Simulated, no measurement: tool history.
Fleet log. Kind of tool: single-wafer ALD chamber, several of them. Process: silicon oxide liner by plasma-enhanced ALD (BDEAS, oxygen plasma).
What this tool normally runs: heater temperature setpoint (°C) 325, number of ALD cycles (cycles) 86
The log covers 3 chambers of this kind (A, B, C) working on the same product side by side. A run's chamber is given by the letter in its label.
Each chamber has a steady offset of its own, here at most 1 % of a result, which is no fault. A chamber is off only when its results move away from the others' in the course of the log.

| run | hour | heater temperature setpoint (°C) | number of ALD cycles (cycles) | read-back reference wafer on the same gauge, thickness_nm | mean film thickness on the monitor wafer (nm) |
|---|---|---|---|---|---|
| 1C | 3.6 | 325 | 86 | 6.7715 | 7.7853 |
| 2B | 8.2 | 325 | 86 | 6.7718 | 7.6678 |
| 3A | 15.8 | 325 | 86 | 6.7735 | 7.7608 |
| 4A | 21.4 | 325 | 86 | 6.7749 | 7.7612 |
| 5C | 29.2 | 325 | 86 | 6.7733 | 7.7714 |
| 6B | 35.3 | 325 | 86 | 6.7774 | 7.6768 |
| 7A | 41.6 | 325 | 86 | 6.7784 | 7.7759 |
| 8C | 45.7 | 325 | 86 | 6.7772 | 7.7602 |
| 9B | 53 | 325 | 78 | 6.7788 | 6.954 |
| 10A | 57.5 | 325 | 78 | 6.7766 | 7.0609 |
| 11B | 63.7 | 325 | 78 | 6.78 | 6.9435 |
| 12C | 68.9 | 325 | 86 | 6.7807 | 7.7777 |
| 13B | 75.5 | 325 | 86 | 6.7847 | 7.6641 |
| 14C | 82 | 325 | 86 | 6.783 | 7.7731 |
| 15A | 88.4 | 325 | 86 | 6.7872 | 7.7875 |
| 16C | 94.1 | 325 | 86 | 6.7882 | 7.7841 |
| 17B | 100.4 | 325 | 86 | 6.7884 | 7.6735 |
| 18A | 105 | 325 | 86 | 6.7888 | 7.7948 |
| 19C | 109.9 | 325 | 86 | 6.7891 | 7.7999 |
| 20A | 113.6 | 314 | 98 | 6.7888 | 9.0171 |
| 21B | 121.5 | 314 | 98 | 6.7948 | 8.9063 |
| 22A | 127.5 | 314 | 98 | 6.7936 | 9.0238 |
| 23C | 132.7 | 325 | 86 | 6.7903 | 7.7788 |
| 24B | 136.2 | 325 | 86 | 6.7971 | 7.679 |
| 25A | 143.8 | 325 | 86 | 6.7958 | 7.8037 |
| 26B | 148.6 | 325 | 86 | 6.7975 | 7.6733 |
| 27C | 154.3 | 325 | 86 | 6.8021 | 7.8314 |
| 28B | 160.3 | 325 | 86 | 6.799 | 7.6737 |
| 29C | 165.4 | 325 | 86 | 6.8022 | 7.8014 |
| 30A | 169.4 | 325 | 86 | 6.801 | 7.8152 |
| 31A | 175.3 | 325 | 86 | 6.804 | 7.7908 |
| 32B | 179.4 | 337 | 86 | 6.8023 | 7.5658 |
| 33C | 187.2 | 337 | 86 | 6.8023 | 7.67 |
| 34B | 194 | 337 | 86 | 6.8036 | 7.5584 |
| 35C | 201 | 325 | 86 | 6.806 | 7.8253 |
| 36A | 207 | 325 | 94 | 6.8086 | 8.5356 |
|  | 208.7 | chamber C: thermocouple changed; heater temperature recalibrated |
| 37C | 213.8 | 325 | 94 | 6.8099 | 8.5452 |
| 38A | 217.8 | 325 | 94 | 6.8086 | 8.5194 |
| 39B | 223.4 | 325 | 86 | 6.8091 | 7.6967 |
| 40A | 228.6 | 325 | 86 | 6.8142 | 7.8102 |
| 41B | 233.2 | 325 | 86 | 6.8126 | 7.6983 |
| 42C | 241 | 325 | 86 | 6.8151 | 7.8363 |
| 43C | 244.6 | 319 | 79 | 6.813 | 7.2714 |
| 44B | 252 | 319 | 79 | 6.8167 | 7.1615 |

Next, all 3 chambers run the settings below, one line each with question marks for the results. What does each chamber give?
| 45A | 257.7 | 325 | 86 |  | ? |
| 45B | 257.7 | 325 | 86 |  | ? |
| 45C | 257.7 | 325 | 86 |  | ? |

| run | mean film thickness on the monitor wafer (nm) |
|---|---|
| 45A | 7.8041 |
| 45B | 7.7031 |
| 45C | 7.8335 |
